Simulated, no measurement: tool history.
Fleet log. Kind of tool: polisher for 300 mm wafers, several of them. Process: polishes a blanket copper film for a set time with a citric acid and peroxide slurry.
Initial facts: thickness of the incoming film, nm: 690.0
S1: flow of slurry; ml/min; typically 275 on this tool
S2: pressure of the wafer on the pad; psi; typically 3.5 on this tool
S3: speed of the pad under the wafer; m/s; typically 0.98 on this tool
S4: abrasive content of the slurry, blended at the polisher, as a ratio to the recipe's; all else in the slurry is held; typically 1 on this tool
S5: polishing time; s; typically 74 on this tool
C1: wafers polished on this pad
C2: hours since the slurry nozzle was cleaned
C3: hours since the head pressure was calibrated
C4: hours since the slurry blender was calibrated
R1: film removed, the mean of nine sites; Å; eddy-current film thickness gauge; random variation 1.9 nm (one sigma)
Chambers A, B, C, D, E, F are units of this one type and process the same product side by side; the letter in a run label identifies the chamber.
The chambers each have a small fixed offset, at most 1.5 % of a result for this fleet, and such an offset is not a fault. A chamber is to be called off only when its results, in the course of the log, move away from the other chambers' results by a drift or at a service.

| run | hour | S1 | S2 | S3 | S4 | S5 | C1 | C2 | C3 | C4 | R1 |
|---|---|---|---|---|---|---|---|---|---|---|---|
|  | 3.4 | chamber F: head pressure recalibrated |
|  | 4.6 | chamber F: slurry nozzle cleaned |
|  | 5.3 | chamber A: head pressure recalibrated |
| 1F | 6.0 | 275 | 3.5 | 0.98 | 1 | 74 | 399 | 1.5 | 2.6 | 56.2 | 2127.1 |
| 2D | 10.1 | 275 | 3.5 | 0.98 | 1 | 74 | 433 | 533.9 | 528.1 | 70.1 | 2091.7 |
| 3B | 15.7 | 275 | 3.5 | 0.98 | 1 | 74 | 544 | 146.4 | 691.4 | 172.0 | 2133.5 |
| 4E | 20.9 | 275 | 3.5 | 0.98 | 1 | 74 | 951 | 117.8 | 459.6 | 30.0 | 2167.8 |
|  | 23.6 | chamber B: worn pad replaced by a new one |
| 5A | 26.1 | 275 | 3.5 | 0.98 | 1 | 74 | 566 | 219.9 | 20.9 | 336.8 | 2080.6 |
| 6C | 29.9 | 275 | 3.5 | 0.98 | 1 | 74 | 942 | 91.7 | 366.3 | 228.2 | 2131.0 |
| 7A | 34.8 | 275 | 3.5 | 0.98 | 1 | 74 | 644 | 228.6 | 29.6 | 345.5 | 2106.5 |
| 8C | 42.2 | 275 | 3.5 | 0.98 | 1 | 74 | 1052 | 104.0 | 378.6 | 240.5 | 2149.7 |
|  | 44.2 | chamber A: worn pad replaced by a new one |
| 9F | 46.8 | 275 | 3.5 | 0.98 | 1 | 74 | 763 | 42.3 | 43.4 | 97.0 | 2078.9 |
| 10E | 53.0 | 275 | 3.5 | 0.98 | 1 | 74 | 1238 | 149.9 | 491.7 | 62.1 | 2153.9 |
| 11D | 57.1 | 275 | 3.5 | 0.98 | 1 | 74 | 853 | 580.9 | 575.1 | 117.1 | 2116.9 |
| 12B | 63.2 | 275 | 3.5 | 0.98 | 1 | 74 | 353 | 193.9 | 738.9 | 219.5 | 2151.1 |
|  | 64.5 | chamber F: worn pad replaced by a new one |
| 13B | 67.9 | 275 | 3.5 | 0.98 | 1 | 74 | 395 | 198.6 | 743.6 | 224.2 | 2159.2 |
|  | 70.3 | chamber C: slurry blender recalibrated |
| 14D | 74.2 | 275 | 3.5 | 0.98 | 1 | 54 | 1005 | 598.0 | 592.2 | 134.2 | 1524.7 |
| 15F | 79.1 | 275 | 3.5 | 0.98 | 1 | 54 | 130 | 74.6 | 75.7 | 129.3 | 1526.5 |
|  | 80.4 | chamber F: slurry blender recalibrated |
| 16C | 84.2 | 275 | 3.5 | 0.98 | 1 | 54 | 1427 | 146.0 | 420.6 | 14.0 | 1549.5 |
|  | 86.2 | chamber C: worn pad replaced by a new one |
| 17A | 89.7 | 275 | 3.5 | 0.98 | 1 | 54 | 406 | 283.5 | 84.5 | 400.4 | 1560.3 |
|  | 90.4 | chamber A: slurry blender recalibrated |
| 18E | 93.6 | 275 | 3.5 | 0.98 | 1 | 54 | 1600 | 190.5 | 532.3 | 102.7 | 1557.1 |
| 19E | 98.0 | 275 | 3.5 | 0.98 | 1 | 54 | 1639 | 194.9 | 536.7 | 107.1 | 1554.3 |
|  | 99.6 | chamber B: worn pad replaced by a new one |
|  | 103.6 | chamber D: worn pad replaced by a new one |
| 20B | 104.2 | 275 | 3.5 | 0.98 | 1 | 92 | 41 | 234.9 | 779.9 | 260.5 | 2633.6 |
| 21C | 111.0 | 275 | 3.5 | 0.98 | 1 | 92 | 221 | 172.8 | 447.4 | 40.8 | 2659.4 |
|  | 115.9 | chamber D: slurry blender recalibrated |
|  | 116.3 | chamber A: worn pad replaced by a new one |
| 22D | 116.5 | 275 | 3.5 | 0.98 | 1 | 92 | 115 | 640.3 | 634.5 | 0.6 | 2674.3 |
| 23F | 120.9 | 275 | 3.5 | 0.98 | 1 | 92 | 503 | 116.4 | 117.5 | 40.5 | 2639.8 |
|  | 127.2 | chamber E: head pressure recalibrated |
| 24A | 128.2 | 275 | 3.5 | 0.98 | 1 | 92 | 106 | 322.0 | 123.0 | 37.8 | 2631.1 |
| 25F | 134.2 | 275 | 3.5 | 0.98 | 1 | 92 | 622 | 129.7 | 130.8 | 53.8 | 2589.1 |
| 26B | 138.2 | 275 | 3.5 | 0.98 | 1 | 74 | 344 | 268.9 | 813.9 | 294.5 | 2113.0 |
| 27A | 143.2 | 275 | 3.5 | 0.98 | 1 | 74 | 239 | 337.0 | 138.0 | 52.8 | 2114.8 |
| 28E | 148.1 | 275 | 3.5 | 0.98 | 1 | 74 | 2086 | 245.0 | 21.0 | 157.2 | 2019.4 |
|  | 149.9 | chamber E: slurry blender recalibrated |
| 29D | 154.4 | 275 | 3.5 | 0.98 | 1 | 74 | 453 | 678.2 | 672.4 | 38.5 | 2091.8 |
| 30C | 161.5 | 275 | 3.1 | 0.98 | 1 | 74 | 672 | 223.3 | 497.9 | 91.3 | 1906.3 |
| 31E | 169.1 | 275 | 3.1 | 0.98 | 1 | 74 | 2273 | 266.0 | 42.0 | 19.2 | 1748.2 |
| 32F | 174.3 | 275 | 3.1 | 0.98 | 1 | 74 | 979 | 169.8 | 170.9 | 93.9 | 1850.4 |
| 33D | 178.6 | 275 | 3.1 | 0.98 | 1 | 74 | 669 | 702.4 | 696.6 | 62.7 | 1860.4 |
|  | 178.8 | chamber B: worn pad replaced by a new one |
| 34B | 185.3 | 275 | 3.1 | 0.98 | 1 | 74 | 58 | 316.0 | 861.0 | 341.6 | 1899.9 |
| 35C | 190.0 | 275 | 3.1 | 0.98 | 1 | 74 | 926 | 251.8 | 526.4 | 119.8 | 1877.9 |
|  | 194.3 | chamber A: worn pad replaced by a new one |
| 36A | 197.0 | 235 | 3.5 | 0.98 | 1 | 52 | 24 | 390.8 | 191.8 | 106.6 | 1496.0 |
| 37B | 202.4 | 235 | 3.5 | 0.98 | 1 | 52 | 210 | 333.1 | 878.1 | 358.7 | 1477.4 |

The same settings go to every chamber for the next run, one line per chamber below. Forecast the results for each:
| 38A | 208.2 | 275 | 3.5 | 0.98 | 1 | 74 |  |  |  |  | ? |
| 38B | 208.2 | 275 | 3.5 | 0.98 | 1 | 74 |  |  |  |  | ? |
| 38C | 208.2 | 275 | 3.5 | 0.98 | 1 | 74 |  |  |  |  | ? |
| 38D | 208.2 | 275 | 3.5 | 0.98 | 1 | 74 |  |  |  |  | ? |
| 38E | 208.2 | 275 | 3.5 | 0.98 | 1 | 74 |  |  |  |  | ? |
| 38F | 208.2 | 275 | 3.5 | 0.98 | 1 | 74 |  |  |  |  | ? |

| run | R1 |
|---|---|
| 38A | 2090.8 |
| 38B | 2138.5 |
| 38C | 2128.9 |
| 38D | 2134.4 |
| 38E | 1923.9 |
| 38F | 2117.5 |
